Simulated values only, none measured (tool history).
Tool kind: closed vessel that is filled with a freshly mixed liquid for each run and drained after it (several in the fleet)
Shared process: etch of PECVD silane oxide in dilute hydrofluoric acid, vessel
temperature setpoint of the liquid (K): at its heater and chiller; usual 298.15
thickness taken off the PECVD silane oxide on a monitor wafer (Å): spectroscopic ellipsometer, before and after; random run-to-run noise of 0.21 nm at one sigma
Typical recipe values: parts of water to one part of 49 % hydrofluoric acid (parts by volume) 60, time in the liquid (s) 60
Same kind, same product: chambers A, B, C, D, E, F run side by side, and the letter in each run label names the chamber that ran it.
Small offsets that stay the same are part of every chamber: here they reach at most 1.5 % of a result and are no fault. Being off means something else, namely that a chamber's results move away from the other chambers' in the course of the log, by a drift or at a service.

run   hour  temperature setpoint of the liquid (K)  parts of water to one part of 49 % hydrofluoric acid (parts by volume)  time in the liquid (s)  read-back film thickness of the PECVD silane oxide reference wafer, read on the same gauge (nm)  thickness taken off the PECVD silane oxide on a monitor wafer (Å)
 1D    5.1                                  298.15                                                                      60                      60                                                                                           150.01                                                             472.17
 2C   10.4                                  298.15                                                                      60                      60                                                                                           149.97                                                             481.14
 3A   18.6                                  298.15                                                                      60                      60                                                                                           150.01                                                             477.28
 4E   25.4                                  298.15                                                                      60                      60                                                                                           149.98                                                             480.04
 5B   32.2                                  298.15                                                                      60                      60                                                                                           150.04                                                             480.51
 6F   37.9                                  298.15                                                                      60                      60                                                                                           150.00                                                             473.75
 7A   43.6                                  298.15                                                                      60                      60                                                                                           149.97                                                             473.41
 8E   51.1                                  298.15                                                                      45                      40                                                                                           150.00                                                             436.22
 9C   58.9                                  298.15                                                                      45                      40                                                                                           149.96                                                             436.37
10F   63.4                                  298.15                                                                      45                      40                                                                                           150.02                                                             428.49
11D   71.2                                  298.15                                                                      45                      40                                                                                           150.03                                                             428.53
12B   76.6                                  298.15                                                                      45                      40                                                                                           149.98                                                             436.26
13B   82.0                                  298.15                                                                      45                      40                                                                                           150.02                                                             439.70
14D   86.5                                  298.15                                                                      60                      60                                                                                           149.98                                                             470.34
15C   90.6                                  298.15                                                                      60                      60                                                                                           150.00                                                             481.43
16A   95.2                                  298.15                                                                      60                      60                                                                                           149.98                                                             477.01
17E  102.7                                  298.15                                                                      60                      60                                                                                           150.02                                                             480.79
18F  108.1                                  298.15                                                                      60                      60                                                                                           149.99                                                             462.73
19A  115.8                                  298.15                                                                      60                      60                                                                                           150.02                                                             478.14
20D  122.0                                  298.15                                                                      60                      35                                                                                           150.01                                                             276.30
21B  127.4                                  298.15                                                                      60                      35                                                                                           150.00                                                             281.47
22C  133.8                                  298.15                                                                      60                      35                                                                                           149.99                                                             281.85
23E  141.4                                  298.15                                                                      60                      35                                                                                           149.98                                                             281.81
24F  145.2                                  298.15                                                                      60                      35                                                                                           149.99                                                             269.61
25D  153.3                                  298.15                                                                      60                      35                                                                                           149.99                                                             277.97
26B  158.1                                  298.15                                                                      60                      60                                                                                           149.99                                                             483.41
27A  163.4                                  298.15                                                                      60                      60                                                                                           150.03                                                             479.24
28E  170.8                                  298.15                                                                      60                      60                                                                                           150.05                                                             478.36
29F  178.4                                  298.15                                                                      60                      60                                                                                           150.02                                                             456.57
30C  184.1                                  298.15                                                                      60                      60                                                                                           150.02                                                             478.40
31A  191.3                                  298.15                                                                      60                      60                                                                                           150.01                                                             476.78
32F  196.3                                  298.15                                                                      60                      60                                                                                           150.02                                                             452.11
33D  203.7                                  298.15                                                                      60                      60                                                                                           150.00                                                             472.50
34B  207.6                                  298.15                                                                      60                      60                                                                                           149.99                                                             480.41
35C  213.4                                  298.15                                                                      60                      60                                                                                           150.03                                                             482.08
36E  218.0                                  298.15                                                                      60                      60                                                                                           149.95                                                             483.45
37C  225.9                                  298.15                                                                      60                      60                                                                                           149.98                                                             477.53
38B  233.0                                  298.15                                                                      60                      60                                                                                           149.99                                                             481.86
39F  239.1                                  298.15                                                                      60                      60                                                                                           150.01                                                             451.47
40E  245.1                                  298.15                                                                      60                      60                                                                                           149.98                                                             482.45

All chambers now run identical settings, listed one chamber a line with results as question marks. What results will each chamber show?
41A  251.1                                  298.15                                                                      60                      60                                                                                                                                                                   ?
41B  251.1                                  298.15                                                                      60                      60                                                                                                                                                                   ?
41C  251.1                                  298.15                                                                      60                      60                                                                                                                                                                   ?
41D  251.1                                  298.15                                                                      60                      60                                                                                                                                                                   ?
41E  251.1                                  298.15                                                                      60                      60                                                                                                                                                                   ?
41F  251.1                                  298.15                                                                      60                      60                                                                                                                                                                   ?

run  thickness taken off the PECVD silane oxide on a monitor wafer (Å)
41A                                                             478.71
41B                                                             476.21
41C                                                             484.37
41D                                                             476.98
41E                                                             478.26
41F                                                             451.06
